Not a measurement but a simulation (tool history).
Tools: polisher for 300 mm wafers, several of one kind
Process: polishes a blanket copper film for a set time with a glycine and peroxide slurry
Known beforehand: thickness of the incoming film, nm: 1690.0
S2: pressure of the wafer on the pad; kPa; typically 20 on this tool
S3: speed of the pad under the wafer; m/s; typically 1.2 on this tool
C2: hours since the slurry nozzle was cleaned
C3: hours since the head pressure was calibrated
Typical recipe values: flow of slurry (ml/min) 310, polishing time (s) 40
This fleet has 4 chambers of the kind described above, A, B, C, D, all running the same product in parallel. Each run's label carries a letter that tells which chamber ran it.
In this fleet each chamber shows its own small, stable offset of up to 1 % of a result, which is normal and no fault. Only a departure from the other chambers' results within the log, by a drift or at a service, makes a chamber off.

Run 1B, day 0.542: usual settings; wafers polished on this pad 622; C2 250.8; C3 321.4. Result: film removed (angstrom) 2262.7.
Run 2A, day 1.162: usual settings; wafers polished on this pad 593; C2 65.8; C3 614. Result: film removed (angstrom) 2247.6.
At day 1.588: chamber B: slurry nozzle cleaned.
Run 3D, day 1.662: usual settings; wafers polished on this pad 778; C2 690.9; C3 539.6. Result: film removed (angstrom) 2291.5.
Run 4C, day 2.117: usual settings; wafers polished on this pad 799; C2 424.8; C3 826.2. Result: film removed (angstrom) 2287.9.
Run 5A, day 2.446: usual settings; wafers polished on this pad 1036; C2 96.6; C3 644.8. Result: film removed (angstrom) 2270.9.
At day 3.1: chamber B: worn pad replaced by a new one.
Run 6D, day 3.1: usual settings; wafers polished on this pad 1274; C2 725.4; C3 574.1. Result: film removed (angstrom) 2348.6.
Run 7C, day 3.458: usual settings; wafers polished on this pad 1262; C2 457; C3 858.4. Result: film removed (angstrom) 2232.9.
At day 3.475: chamber C: worn pad replaced by a new one.
At day 3.721: chamber A: worn pad replaced by a new one.
At day 3.854: chamber D: worn pad replaced by a new one.
Run 8B, day 4.15: usual settings; wafers polished on this pad 362; C2 61.6; C3 408. Result: film removed (angstrom) 2261.
At day 4.204: chamber D: slurry nozzle cleaned.
Run 9B, day 4.662: usual settings; wafers polished on this pad 539; C2 73.9; C3 420.3. Result: film removed (angstrom) 2309.3.
Run 10A, day 4.996: usual settings; wafers polished on this pad 439; C2 157.8; C3 706. Result: film removed (angstrom) 2270.5.
Run 11D, day 5.646: usual settings; wafers polished on this pad 619; C2 34.6; C3 635.2. Result: film removed (angstrom) 2346.9.
At day 5.738: chamber D: head pressure recalibrated.
Run 12C, day 5.95: usual settings; wafers polished on this pad 853; C2 516.8; C3 918.2. Result: film removed (angstrom) 2288.8.
Run 13B, day 6.488: usual settings but flow of slurry (ml/min) 275, polishing time (s) 47; wafers polished on this pad 1168; C2 117.7; C3 464.1. Result: film removed (angstrom) 2674.9.
Run 14A, day 6.838: usual settings but flow of slurry (ml/min) 275, polishing time (s) 47; wafers polished on this pad 1074; C2 202; C3 750.2. Result: film removed (angstrom) 2585.5.
At day 7.067: chamber B: worn pad replaced by a new one.
At day 7.175: chamber A: worn pad replaced by a new one.
At day 7.175: chamber A: slurry nozzle cleaned.
At day 7.342: chamber C: worn pad replaced by a new one.
Run 15D, day 7.388: usual settings but flow of slurry (ml/min) 275, polishing time (s) 47; wafers polished on this pad 1219; C2 76.4; C3 39.7. Result: film removed (angstrom) 2604.
Run 16C, day 7.908: usual settings but flow of slurry (ml/min) 275, polishing time (s) 47; wafers polished on this pad 195; C2 563.8; C3 965.2. Result: film removed (angstrom) 2590.3.
At day 8.058: chamber D: worn pad replaced by a new one.
Run 17C, day 8.229: usual settings but polishing time (s) 50; wafers polished on this pad 306; C2 571.5; C3 972.9. Result: film removed (angstrom) 2851.1.
Run 18B, day 8.529: usual settings but polishing time (s) 50; wafers polished on this pad 505; C2 166.7; C3 513.1. Result: film removed (angstrom) 2875.4.
Run 19A, day 8.85: usual settings but polishing time (s) 50; wafers polished on this pad 578; C2 40.2; C3 798.5. Result: film removed (angstrom) 2729.
At day 9.271: chamber C: slurry nozzle cleaned.
Run 20D, day 9.525: usual settings but polishing time (s) 50; wafers polished on this pad 506; C2 127.7; C3 91. Result: film removed (angstrom) 2834.1.
Run 21B, day 10.012: usual settings; wafers polished on this pad 1016; C2 202.3; C3 548.7. Result: film removed (angstrom) 2287.1.
Run 22A, day 10.454: usual settings but S3 1.4 m/s; wafers polished on this pad 1131; C2 78.7; C3 837. Result: film removed (angstrom) 2469.3.
Run 23D, day 10.821: usual settings but S3 1.4 m/s; wafers polished on this pad 953; C2 158.8; C3 122.1. Result: film removed (angstrom) 2574.5.
At day 10.938: chamber B: worn pad replaced by a new one.
At day 11.117: chamber C: worn pad replaced by a new one.
At day 11.167: chamber A: worn pad replaced by a new one.
Run 24C, day 11.183: usual settings but S3 1.4 m/s; wafers polished on this pad 24; C2 46; C3 1043.8. Result: film removed (angstrom) 2574.9.
Run 25A, day 11.483: usual settings but S3 1.4 m/s; wafers polished on this pad 109; C2 103.4; C3 861.7. Result: film removed (angstrom) 2473.6.
Run 26D, day 11.783: usual settings; wafers polished on this pad 1285; C2 181.9; C3 145.2. Result: film removed (angstrom) 2248.1.
At day 12.062: chamber D: worn pad replaced by a new one.
Run 27C, day 12.308: usual settings; wafers polished on this pad 412; C2 73; C3 1070.8. Result: film removed (angstrom) 2239.4.
Run 28B, day 12.833: usual settings; wafers polished on this pad 654; C2 270; C3 616.4. Result: film removed (angstrom) 2278.4.
At day 12.983: chamber B: slurry nozzle cleaned.
Run 29A, day 13.271: usual settings but flow of slurry (ml/min) 360; wafers polished on this pad 726; C2 146.3; C3 904.6. Result: film removed (angstrom) 2194.
Run 30C, day 13.871: usual settings but flow of slurry (ml/min) 360; wafers polished on this pad 951; C2 110.5; C3 1108.3. Result: film removed (angstrom) 2340.7.
Run 31D, day 14.433: usual settings but flow of slurry (ml/min) 360; wafers polished on this pad 818; C2 245.5; C3 208.8. Result: film removed (angstrom) 2308.9.
At day 15.092: chamber A: worn pad replaced by a new one.
Run 32B, day 15.096: usual settings but flow of slurry (ml/min) 360; wafers polished on this pad 1434; C2 50.7; C3 670.7. Result: film removed (angstrom) 2312.7.
At day 15.292: chamber A: slurry nozzle cleaned.
At day 15.496: chamber B: worn pad replaced by a new one.
Run 33B, day 15.525: usual settings; wafers polished on this pad 11; C2 61; C3 681. Result: film removed (angstrom) 2280.
At day 15.721: chamber C: worn pad replaced by a new one.
Run 34C, day 16.108: usual settings but flow of slurry (ml/min) 215; wafers polished on this pad 133; C2 164.2; C3 1162. Result: film removed (angstrom) 2205.5.
At day 16.55: chamber D: worn pad replaced by a new one.
Run 35D, day 16.7: usual settings but flow of slurry (ml/min) 215; wafers polished on this pad 52; C2 299.9; C3 263.2. Result: film removed (angstrom) 2221.4.
Run 36A, day 17.162: usual settings but flow of slurry (ml/min) 215; wafers polished on this pad 715; C2 45; C3 998. Result: film removed (angstrom) 2062.9.
Run 37D, day 17.738: usual settings but flow of slurry (ml/min) 215; wafers polished on this pad 410; C2 324.8; C3 288.1. Result: film removed (angstrom) 2176.7.
Run 38B, day 18.158: usual settings; wafers polished on this pad 919; C2 124.2; C3 744.2. Result: film removed (angstrom) 2326.1.
Run 39A, day 18.804: usual settings; wafers polished on this pad 1281; C2 84.4; C3 1037.4. Result: film removed (angstrom) 2105.2.
At day 19.275: chamber A: worn pad replaced by a new one.
Run 40C, day 19.404: usual settings; wafers polished on this pad 1270; C2 243.3; C3 1241.1. Result: film removed (angstrom) 2297.5.
Run 41D, day 19.862: usual settings but polishing time (s) 32; wafers polished on this pad 1143; C2 375.8; C3 339.1. Result: film removed (angstrom) 1853.5.
Run 42A, day 20.288: usual settings but polishing time (s) 32; wafers polished on this pad 349; C2 120; C3 1073. Result: film removed (angstrom) 1690.

All chambers now run identical settings, listed one chamber a line with results as question marks. What results will each chamber show?
Run 43A, day 20.779: usual settings but S2 15.2 kPa. Result: film removed (angstrom) ?.
Run 43B, day 20.779: usual settings but S2 15.2 kPa. Result: film removed (angstrom) ?.
Run 43C, day 20.779: usual settings but S2 15.2 kPa. Result: film removed (angstrom) ?.
Run 43D, day 20.779: usual settings but S2 15.2 kPa. Result: film removed (angstrom) ?.

run  film removed (angstrom)
43A                   1649.2
43B                     1831
43C                   1816.6
43D                   1820.5

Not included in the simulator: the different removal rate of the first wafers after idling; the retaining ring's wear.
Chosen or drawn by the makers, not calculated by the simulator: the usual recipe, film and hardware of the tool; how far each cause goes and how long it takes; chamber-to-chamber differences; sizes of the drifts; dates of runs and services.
